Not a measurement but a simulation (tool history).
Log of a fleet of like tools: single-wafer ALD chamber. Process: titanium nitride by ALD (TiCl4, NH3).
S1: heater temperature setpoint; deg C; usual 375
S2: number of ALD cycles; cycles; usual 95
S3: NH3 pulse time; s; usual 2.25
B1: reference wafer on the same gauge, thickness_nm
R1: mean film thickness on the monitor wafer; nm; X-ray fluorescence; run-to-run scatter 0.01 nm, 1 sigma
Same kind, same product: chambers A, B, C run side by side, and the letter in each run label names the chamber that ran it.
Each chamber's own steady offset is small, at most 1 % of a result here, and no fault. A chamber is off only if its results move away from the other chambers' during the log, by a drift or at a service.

{"run": "1B", "hour": 2.0, "S1": 375, "S2": 95, "S3": 2.25, "B1": 1.7716, "R1": 2.0425}
{"run": "2C", "hour": 4.2, "S1": 375, "S2": 95, "S3": 2.25, "B1": 1.7696, "R1": 2.072}
{"run": "3A", "hour": 7.5, "S1": 375, "S2": 95, "S3": 2.25, "B1": 1.77, "R1": 2.0666}
{"run": "4B", "hour": 11.6, "S1": 375, "S2": 95, "S3": 2.25, "B1": 1.7722, "R1": 2.045}
{"run": "5A", "hour": 15.0, "S1": 375, "S2": 95, "S3": 2.72, "B1": 1.7733, "R1": 2.092}
{"run": "6C", "hour": 18.2, "S1": 375, "S2": 95, "S3": 2.72, "B1": 1.7695, "R1": 2.0887}
{"run": "7A", "hour": 21.4, "S1": 375, "S2": 95, "S3": 2.72, "B1": 1.7704, "R1": 2.0814}
{"run": "8C", "hour": 24.8, "S1": 375, "S2": 95, "S3": 2.25, "B1": 1.7704, "R1": 2.0647}
{"run": "9B", "hour": 29.2, "S1": 375, "S2": 95, "S3": 2.25, "B1": 1.7689, "R1": 2.0385}
{"run": "10A", "hour": 32.5, "S1": 375, "S2": 95, "S3": 2.25, "B1": 1.7699, "R1": 2.0672}
{"run": "11B", "hour": 36.4, "S1": 375, "S2": 95, "S3": 2.25, "B1": 1.7691, "R1": 2.0465}
{"run": "12C", "hour": 40.2, "S1": 375, "S2": 95, "S3": 2.25, "B1": 1.7691, "R1": 2.0523}
{"run": "13B", "hour": 42.9, "S1": 366, "S2": 95, "S3": 2.25, "B1": 1.7683, "R1": 2.0158}
{"run": "14C", "hour": 45.1, "S1": 366, "S2": 95, "S3": 2.25, "B1": 1.768, "R1": 2.009}
{"run": "15A", "hour": 49.0, "S1": 366, "S2": 95, "S3": 2.25, "B1": 1.77, "R1": 2.0462}
{"run": "16B", "hour": 52.8, "S1": 375, "S2": 95, "S3": 2.25, "B1": 1.7719, "R1": 2.042}
{"run": "17C", "hour": 55.4, "S1": 375, "S2": 95, "S3": 2.25, "B1": 1.7704, "R1": 2.0505}
{"run": "18A", "hour": 59.7, "S1": 375, "S2": 95, "S3": 2.25, "B1": 1.7714, "R1": 2.0676}
{"run": "19A", "hour": 63.9, "S1": 375, "S2": 95, "S3": 2.25, "B1": 1.7692, "R1": 2.0651}
{"run": "20B", "hour": 66.2, "S1": 375, "S2": 95, "S3": 2.25, "B1": 1.7702, "R1": 2.0674}
{"run": "21C", "hour": 69.2, "S1": 375, "S2": 95, "S3": 2.25, "B1": 1.7689, "R1": 2.0748}
{"run": "22A", "hour": 72.4, "S1": 375, "S2": 95, "S3": 2.25, "B1": 1.7708, "R1": 2.0643}
{"run": "23C", "hour": 76.7, "S1": 375, "S2": 95, "S3": 2.25, "B1": 1.7693, "R1": 2.0655}
{"run": "24B", "hour": 80.3, "S1": 375, "S2": 95, "S3": 2.25, "B1": 1.7698, "R1": 2.0669}
{"run": "25A", "hour": 83.4, "S1": 375, "S2": 95, "S3": 2.25, "B1": 1.7682, "R1": 2.0761}
{"run": "26B", "hour": 86.4, "S1": 375, "S2": 109, "S3": 1.62, "B1": 1.7697, "R1": 2.3112}
{"run": "27C", "hour": 90.5, "S1": 375, "S2": 109, "S3": 1.62, "B1": 1.7708, "R1": 2.3145}
{"run": "28B", "hour": 94.8, "S1": 375, "S2": 109, "S3": 1.62, "B1": 1.7714, "R1": 2.3166}
{"run": "29A", "hour": 96.9, "S1": 375, "S2": 95, "S3": 2.25, "B1": 1.7698, "R1": 2.0576}
{"run": "30C", "hour": 99.6, "S1": 375, "S2": 95, "S3": 2.25, "B1": 1.7699, "R1": 2.0707}
{"run": "31A", "hour": 102.8, "S1": 366, "S2": 105, "S3": 2.25, "B1": 1.7705, "R1": 2.2683}
{"hour": 105.9, "done": "chamber C: thermocouple changed; heater temperature recalibrated"}
{"run": "32B", "hour": 107.1, "S1": 366, "S2": 105, "S3": 2.25, "B1": 1.7705, "R1": 2.2477}
{"run": "33C", "hour": 110.1, "S1": 366, "S2": 105, "S3": 2.25, "B1": 1.77, "R1": 2.253}
{"run": "34C", "hour": 113.9, "S1": 375, "S2": 95, "S3": 2.25, "B1": 1.7705, "R1": 2.0848}
{"run": "35A", "hour": 117.3, "S1": 375, "S2": 95, "S3": 2.25, "B1": 1.7699, "R1": 2.0696}
{"run": "36B", "hour": 119.3, "S1": 375, "S2": 95, "S3": 2.25, "B1": 1.772, "R1": 2.0422}
{"run": "37A", "hour": 121.9, "S1": 375, "S2": 95, "S3": 2.25, "B1": 1.7727, "R1": 2.0657}

Predict what each chamber gives when all 3 of them run the settings below next.
{"run": "38A", "hour": 125.1, "S1": 362, "S2": 95, "S3": 2.25, "R1": "?"}
{"run": "38B", "hour": 125.1, "S1": 362, "S2": 95, "S3": 2.25, "R1": "?"}
{"run": "38C", "hour": 125.1, "S1": 362, "S2": 95, "S3": 2.25, "R1": "?"}

run=38A R1=2.0352
run=38B R1=2.0015
run=38C R1=2.0252
